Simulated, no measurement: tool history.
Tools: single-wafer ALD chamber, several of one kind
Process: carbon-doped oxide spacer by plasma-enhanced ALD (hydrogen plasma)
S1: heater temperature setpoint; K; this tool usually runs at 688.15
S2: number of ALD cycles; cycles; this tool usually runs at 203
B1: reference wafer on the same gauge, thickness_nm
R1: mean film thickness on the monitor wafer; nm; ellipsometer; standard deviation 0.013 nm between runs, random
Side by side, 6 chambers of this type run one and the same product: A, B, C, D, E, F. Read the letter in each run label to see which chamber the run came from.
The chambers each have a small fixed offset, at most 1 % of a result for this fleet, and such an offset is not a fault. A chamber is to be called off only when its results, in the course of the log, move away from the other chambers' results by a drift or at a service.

run   hour      S1   S2      B1       R1
 1F    5.8  688.15  203  8.8124   9.7153
 2B   13.0  688.15  203  8.8123   9.6645
 3C   22.0  688.15  203  8.8171   9.6453
 4E   26.3  688.15  203  8.8151   9.6822
 5A   30.4  688.15  203  8.8147   9.6503
 6D   36.9  688.15  203  8.8163   9.7761
 7D   45.6  688.15  203  8.8166   9.8112
 8A   51.1  688.15  203  8.8196   9.6483
 9E   55.0  688.15  203  8.8230   9.6659
10F   63.7  699.15  232  8.8248  10.7160
11B   68.4  699.15  232  8.8209  10.6320
12C   76.8  699.15  232  8.8217  10.6390
13E   85.5  699.15  232  8.8210  10.7110
14A   90.8  699.15  232  8.8249  10.6770
15F   95.9  699.15  232  8.8250  10.7200
16D  104.9  688.15  203  8.8300   9.7988
17C  109.0  688.15  203  8.8286   9.6733
18B  116.7  688.15  203  8.8313   9.6759
19F  123.5  688.15  203  8.8315   9.7502
20E  131.6  688.15  203  8.8346   9.7002
21A  136.6  688.15  203  8.8354   9.6738
22D  144.1  688.15  203  8.8347   9.8008
23C  151.1  688.15  203  8.8372   9.6748
24B  159.8  688.15  203  8.8371   9.6629
25C  165.3  688.15  203  8.8405   9.6790
26E  172.5  702.15  174  8.8407   7.9416
27D  181.2  702.15  174  8.8429   8.0464
28F  190.2  702.15  174  8.8417   7.9691
29A  198.9  702.15  174  8.8474   7.9268
30B  207.5  702.15  174  8.8478   7.9371
31E  214.6  702.15  174  8.8489   7.9492
32F  219.3  688.15  203  8.8462   9.7766
33A  228.4  688.15  203  8.8524   9.7068
34D  236.1  688.15  203  8.8558   9.8339
35C  244.7  688.15  203  8.8526   9.6932
     248.6  -- chamber E: thermocouple changed; heater temperature recalibrated
36B  252.4  688.15  203  8.8573   9.6663
37F  258.3  688.15  203  8.8582   9.7805
38E  262.9  688.15  203  8.8595   9.7139

The same settings go to every chamber for the next run, one line per chamber below. Forecast the results for each:
39A  269.4  680.15  203       ?
39B  269.4  680.15  203       ?
39C  269.4  680.15  203       ?
39D  269.4  680.15  203       ?
39E  269.4  680.15  203       ?
39F  269.4  680.15  203       ?

run       R1
39A   9.9698
39B   9.9292
39C   9.9336
39D  10.0870
39E   9.9877
39F  10.0540
